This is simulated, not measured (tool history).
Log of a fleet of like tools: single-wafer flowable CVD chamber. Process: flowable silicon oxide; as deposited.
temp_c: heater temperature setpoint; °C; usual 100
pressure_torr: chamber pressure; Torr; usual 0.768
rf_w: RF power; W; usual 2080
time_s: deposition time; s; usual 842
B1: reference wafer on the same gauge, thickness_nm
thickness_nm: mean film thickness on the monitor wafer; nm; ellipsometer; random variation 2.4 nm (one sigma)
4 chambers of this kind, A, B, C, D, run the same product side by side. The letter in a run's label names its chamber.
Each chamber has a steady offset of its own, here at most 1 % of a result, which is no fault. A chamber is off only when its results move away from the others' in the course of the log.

Run 1C, day 0.212: usual settings; B1 511.35. Result: thickness_nm 490.41 nm.
Run 2A, day 0.412: usual settings; B1 511.24. Result: thickness_nm 495.95 nm.
Run 3B, day 0.683: usual settings; B1 511.01. Result: thickness_nm 485.66 nm.
Run 4D, day 0.983: usual settings; B1 512.07. Result: thickness_nm 493.35 nm.
Run 5C, day 1.212: usual settings but temp_c 90 °C; B1 511.09. Result: thickness_nm 683.31 nm.
Run 6B, day 1.475: usual settings but temp_c 90 °C; B1 510.89. Result: thickness_nm 677.85 nm.
Run 7D, day 1.800: usual settings but temp_c 90 °C; B1 511.13. Result: thickness_nm 685.38 nm.
Run 8A, day 2.067: usual settings but temp_c 90 °C; B1 511.02. Result: thickness_nm 683.53 nm.
Run 9B, day 2.296: usual settings but pressure_torr 0.711 Torr; B1 510.79. Result: thickness_nm 437.39 nm.
Run 10D, day 2.604: usual settings but pressure_torr 0.711 Torr; B1 511.20. Result: thickness_nm 445.70 nm.
At day 2.746: chamber A: thermocouple changed; heater temperature recalibrated.
Run 11C, day 2.950: usual settings but pressure_torr 0.711 Torr; B1 510.51. Result: thickness_nm 441.89 nm.
Run 12A, day 3.142: usual settings but pressure_torr 0.711 Torr; B1 511.83. Result: thickness_nm 445.22 nm.
Run 13C, day 3.400: usual settings; B1 511.32. Result: thickness_nm 497.45 nm.
Run 14A, day 3.671: usual settings; B1 510.66. Result: thickness_nm 487.49 nm.
Run 15D, day 3.858: usual settings; B1 510.65. Result: thickness_nm 490.21 nm.
Run 16B, day 4.054: usual settings; B1 511.07. Result: thickness_nm 480.72 nm.
Run 17B, day 4.217: usual settings; B1 510.96. Result: thickness_nm 487.91 nm.
At day 4.446: chamber B: thermocouple changed; heater temperature recalibrated.
Run 18C, day 4.550: usual settings; B1 511.30. Result: thickness_nm 492.72 nm.
Run 19A, day 4.725: usual settings; B1 510.53. Result: thickness_nm 490.33 nm.
Run 20D, day 5.071: usual settings; B1 511.17. Result: thickness_nm 488.38 nm.
Run 21D, day 5.267: usual settings but pressure_torr 0.885 Torr, rf_w 1885 W; B1 511.42. Result: thickness_nm 582.23 nm.
Run 22C, day 5.554: usual settings but pressure_torr 0.885 Torr, rf_w 1885 W; B1 511.62. Result: thickness_nm 578.75 nm.
Run 23B, day 5.900: usual settings but pressure_torr 0.885 Torr, rf_w 1885 W; B1 510.83. Result: thickness_nm 557.44 nm.
Run 24A, day 6.183: usual settings but pressure_torr 0.885 Torr, rf_w 1885 W; B1 511.10. Result: thickness_nm 576.91 nm.
Run 25C, day 6.467: usual settings; B1 511.65. Result: thickness_nm 492.09 nm.
Run 26A, day 6.738: usual settings; B1 511.19. Result: thickness_nm 492.34 nm.
Run 27D, day 6.929: usual settings but rf_w 1825 W; B1 510.80. Result: thickness_nm 478.73 nm.
Run 28B, day 7.079: usual settings but rf_w 1825 W; B1 510.84. Result: thickness_nm 454.56 nm.
Run 29C, day 7.433: usual settings but rf_w 1825 W; B1 510.78. Result: thickness_nm 481.49 nm.
Run 30D, day 7.712: usual settings but rf_w 1825 W; B1 511.11. Result: thickness_nm 478.88 nm.
Run 31A, day 7.958: usual settings; B1 511.82. Result: thickness_nm 489.86 nm.
Run 32B, day 8.162: usual settings; B1 511.76. Result: thickness_nm 468.44 nm.
Run 33B, day 8.492: usual settings; B1 511.22. Result: thickness_nm 469.00 nm.
Run 34A, day 8.679: usual settings; B1 510.56. Result: thickness_nm 490.03 nm.

Next, every chamber runs the same settings. What will each give?
Run 35A, day 8.933: usual settings. Result: thickness_nm ?.
Run 35B, day 8.933: usual settings. Result: thickness_nm ?.
Run 35C, day 8.933: usual settings. Result: thickness_nm ?.
Run 35D, day 8.933: usual settings. Result: thickness_nm ?.

run  thickness_nm
35A        495.00
35B        469.46
35C        496.93
35D        493.90
